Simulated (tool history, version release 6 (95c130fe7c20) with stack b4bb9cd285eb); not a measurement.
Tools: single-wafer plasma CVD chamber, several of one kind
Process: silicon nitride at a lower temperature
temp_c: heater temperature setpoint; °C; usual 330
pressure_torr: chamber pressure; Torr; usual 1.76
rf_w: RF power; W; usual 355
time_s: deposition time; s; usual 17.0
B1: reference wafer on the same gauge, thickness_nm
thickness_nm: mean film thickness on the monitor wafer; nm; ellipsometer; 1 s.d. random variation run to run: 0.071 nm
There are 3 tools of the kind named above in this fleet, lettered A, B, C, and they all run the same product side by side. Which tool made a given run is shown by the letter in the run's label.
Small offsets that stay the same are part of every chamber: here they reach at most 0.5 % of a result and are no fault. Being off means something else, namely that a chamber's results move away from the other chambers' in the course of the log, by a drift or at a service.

run 1A hour=3.8 | temp_c=330 pressure_torr=1.76 rf_w=355 time_s=17.0 | B1=27.203 | thickness_nm=23.055
run 2B hour=9.1 | temp_c=330 pressure_torr=1.76 rf_w=355 time_s=17.0 | B1=27.225 | thickness_nm=23.037
run 3C hour=14.0 | temp_c=330 pressure_torr=1.76 rf_w=355 time_s=17.0 | B1=27.194 | thickness_nm=23.061
-- hour=17.7 chamber B: RF generator calibrated
run 4B hour=19.0 | temp_c=330 pressure_torr=1.76 rf_w=355 time_s=17.0 | B1=27.212 | thickness_nm=23.215
run 5C hour=23.7 | temp_c=330 pressure_torr=1.76 rf_w=355 time_s=17.0 | B1=27.198 | thickness_nm=23.044
run 6A hour=27.8 | temp_c=330 pressure_torr=1.76 rf_w=355 time_s=17.0 | B1=27.174 | thickness_nm=23.035
run 7C hour=33.4 | temp_c=330 pressure_torr=1.76 rf_w=355 time_s=17.0 | B1=27.204 | thickness_nm=23.183
run 8A hour=39.8 | temp_c=330 pressure_torr=1.76 rf_w=355 time_s=17.0 | B1=27.188 | thickness_nm=23.103
run 9B hour=44.4 | temp_c=330 pressure_torr=1.76 rf_w=355 time_s=17.0 | B1=27.192 | thickness_nm=23.129
run 10B hour=51.9 | temp_c=330 pressure_torr=1.76 rf_w=355 time_s=17.0 | B1=27.196 | thickness_nm=23.075
run 11A hour=56.1 | temp_c=330 pressure_torr=1.76 rf_w=355 time_s=17.0 | B1=27.211 | thickness_nm=23.137
run 12C hour=60.3 | temp_c=330 pressure_torr=1.76 rf_w=355 time_s=17.0 | B1=27.188 | thickness_nm=23.017
run 13B hour=66.1 | temp_c=330 pressure_torr=1.76 rf_w=355 time_s=17.0 | B1=27.213 | thickness_nm=23.101
run 14C hour=71.0 | temp_c=330 pressure_torr=1.76 rf_w=355 time_s=17.0 | B1=27.220 | thickness_nm=22.870
run 15A hour=76.5 | temp_c=330 pressure_torr=1.76 rf_w=355 time_s=17.0 | B1=27.186 | thickness_nm=22.940
run 16C hour=82.4 | temp_c=330 pressure_torr=1.76 rf_w=355 time_s=17.0 | B1=27.222 | thickness_nm=22.732
run 17B hour=87.7 | temp_c=330 pressure_torr=1.76 rf_w=355 time_s=17.0 | B1=27.220 | thickness_nm=23.087
run 18A hour=93.0 | temp_c=330 pressure_torr=1.76 rf_w=405 time_s=17.0 | B1=27.193 | thickness_nm=24.992
run 19A hour=99.6 | temp_c=330 pressure_torr=1.76 rf_w=405 time_s=17.0 | B1=27.205 | thickness_nm=25.039
run 20B hour=105.7 | temp_c=330 pressure_torr=1.76 rf_w=405 time_s=17.0 | B1=27.186 | thickness_nm=25.267
run 21C hour=112.5 | temp_c=330 pressure_torr=1.76 rf_w=355 time_s=17.0 | B1=27.212 | thickness_nm=22.289
run 22B hour=118.7 | temp_c=330 pressure_torr=1.76 rf_w=355 time_s=17.0 | B1=27.191 | thickness_nm=22.970

Does one chamber stand apart from the rest, does the shared gauge drift, or is all well apart from small per-chamber offsets? Give the chamber and the most likely cause, where there is one.

Little by little, chamber C moves away from the other chambers.
What lies behind it: delivered RF power below the setpoint (%) = 6.84.

Here are 4 candidates for chamber C's next run, each the usual settings with a change, their results left as question marks. Which one brings its results back in line with what the others give on the usual settings?
Counts as in line when no further than this from what the other chambers average on the usual settings: thickness_nm 0.250 nm
run 23C-1 hour=124.4 | temp_c=330 pressure_torr=1.87 rf_w=390 time_s=17.0 | thickness_nm=?
run 23C-2 hour=124.4 | temp_c=330 pressure_torr=1.74 rf_w=350 time_s=16.5 | thickness_nm=?
run 23C-3 hour=124.4 | temp_c=330 pressure_torr=1.71 rf_w=355 time_s=15.8 | thickness_nm=?
run 23C-4 hour=124.4 | temp_c=330 pressure_torr=1.76 rf_w=380 time_s=17.0 | thickness_nm=?

The mean the other chambers reach with the usual settings: thickness_nm 23.105 nm
run=23C-1 thickness_nm=23.936
run=23C-2 thickness_nm=21.261
run=23C-3 thickness_nm=20.454
run=23C-4 thickness_nm=23.158
The answer is 23C-4, which returns the chamber to within the allowed miss of the others.
